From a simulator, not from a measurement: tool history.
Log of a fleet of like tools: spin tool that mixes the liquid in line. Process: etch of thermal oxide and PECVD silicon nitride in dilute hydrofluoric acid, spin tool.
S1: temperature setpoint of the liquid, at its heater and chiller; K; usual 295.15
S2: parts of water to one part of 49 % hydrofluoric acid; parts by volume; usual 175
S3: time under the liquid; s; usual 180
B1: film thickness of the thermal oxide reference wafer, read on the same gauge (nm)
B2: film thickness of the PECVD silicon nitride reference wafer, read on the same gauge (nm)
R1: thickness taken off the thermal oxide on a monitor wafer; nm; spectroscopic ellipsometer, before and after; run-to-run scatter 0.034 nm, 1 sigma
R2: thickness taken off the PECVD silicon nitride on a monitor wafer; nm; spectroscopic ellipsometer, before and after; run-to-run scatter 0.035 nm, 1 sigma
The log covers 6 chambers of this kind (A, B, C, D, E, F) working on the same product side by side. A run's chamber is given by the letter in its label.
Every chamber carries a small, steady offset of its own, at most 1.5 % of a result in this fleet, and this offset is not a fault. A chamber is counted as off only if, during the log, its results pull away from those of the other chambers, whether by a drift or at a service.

run   hour      S1   S2   S3      B1      B2      R1      R2
 1B   10.4  295.15  175  180  60.018  30.019  4.0826  1.6021
 2E   20.7  295.15  175  180  60.011  29.994  4.1172   1.581
 3A   28.6  295.15  175  180  59.997  30.029  4.0974  1.5312
 4C   34.8  295.15  175  180  59.998  29.979  3.9832  1.5532
 5D   46.7  295.15  175  180  59.982  29.974  4.0911  1.5765
 6F   54.4  295.15  175  180  60.001  29.994  4.0897  1.5443
 7D   66.7  295.15  175  180  60.012  30.021  4.1252   1.538
 8B   79.3  295.15  175  180  59.985  30.009  4.1436  1.5767
 9F   89.7  295.15  175  180  59.983   29.99  4.0831  1.6047
10A   95.8  295.15  175  180  60.011  29.963  4.0161  1.5377
11C  103.9  295.15  175  180  59.994   30.02  4.0824  1.5746
     113.3  -- chamber B: thermometer replaced
12E  113.6  295.15  175  180  60.005  30.015   4.073  1.5266
13C  124.3  295.15  175  180  60.017  29.991  4.0753  1.5408
14F  134.6  295.15  175  180  60.009  29.978  4.0733  1.5823
15A    143  295.15  175  180  59.982  29.971  4.1047  1.5004
16B  150.3  295.15  175  180  60.006  29.979  4.0591  1.5694
     159.5  -- chamber E: thermometer replaced
17E  162.8  295.15  175  180  59.979  29.969  4.0333  1.5051
18D  169.1  295.15  175  180  59.979  30.014  4.1012  1.5429
     174.7  -- chamber A: thermometer replaced
       176  -- chamber A: hydrofluoric acid flow meter replaced
19A  180.5  295.15  175  180  60.011  29.995  4.0979  1.5085
20F    192  295.15  175  180  59.992  29.975  4.0771  1.6334
21C  198.6  295.15  175  180  59.976  29.992  4.1116  1.5774
22B  212.3  295.15  175  180  59.998  29.991  4.1342  1.5018
23D  222.1  295.15  175  180  60.013  29.996  4.1491  1.5617
24E  230.6  295.15  175  180  60.009  29.966  4.1138  1.5352
25A  238.3  295.15  175  180  60.024   30.03  4.0803  1.5235
26F  249.8  295.15  175  180  60.007  29.997  4.1401  1.5398
27D  257.7  295.15  175  180  59.994  29.985  4.1274  1.6056
28B  266.5  295.15  175  180  60.006  29.993  4.0861  1.5372
29E  278.6  295.15  175  180      60  29.987  4.1244  1.5906
30C  285.8  295.15  175  180  59.997  30.071  4.2337  1.6841
31D  295.3  295.15  175  180  60.002  29.998  4.1763   1.512
32F  301.8  295.15  175  180  59.983  29.972  4.1075  1.5533
33C    310  295.15  175  180  59.995  30.044   4.273  1.6792
34A  321.3  295.15  175  180  60.002  30.003  4.0829  1.5483
35B  330.8  295.15  175  180  60.007   30.08  4.0804  1.5457
36E  337.6  295.15  175  180  59.996  30.056  4.0695  1.5022
37D  350.4  297.65  175  280  60.017  29.959  7.0508  2.8121
38C  360.8  297.65  175  280  60.003  29.984  7.4639  3.0798
     365.5  -- chamber F: hydrofluoric acid flow meter replaced
39F  369.4  297.65  175  280  59.986  29.975  6.9706  2.7531
40B  382.8  297.65  175  280  60.004  29.973  6.8624  2.8125

The same settings go to every chamber for the next run, one line per chamber below. Forecast the results for each:
41A  392.7  295.15  210  180           ?   ?
41B  392.7  295.15  210  180           ?   ?
41C  392.7  295.15  210  180           ?   ?
41D  392.7  295.15  210  180           ?   ?
41E  392.7  295.15  210  180           ?   ?
41F  392.7  295.15  210  180           ?   ?

run      R1      R2
41A  3.2665   1.301
41B  3.2801  1.3242
41C  3.5103  1.4689
41D  3.3261  1.3169
41E  3.2641  1.3326
41F  3.3245  1.2701

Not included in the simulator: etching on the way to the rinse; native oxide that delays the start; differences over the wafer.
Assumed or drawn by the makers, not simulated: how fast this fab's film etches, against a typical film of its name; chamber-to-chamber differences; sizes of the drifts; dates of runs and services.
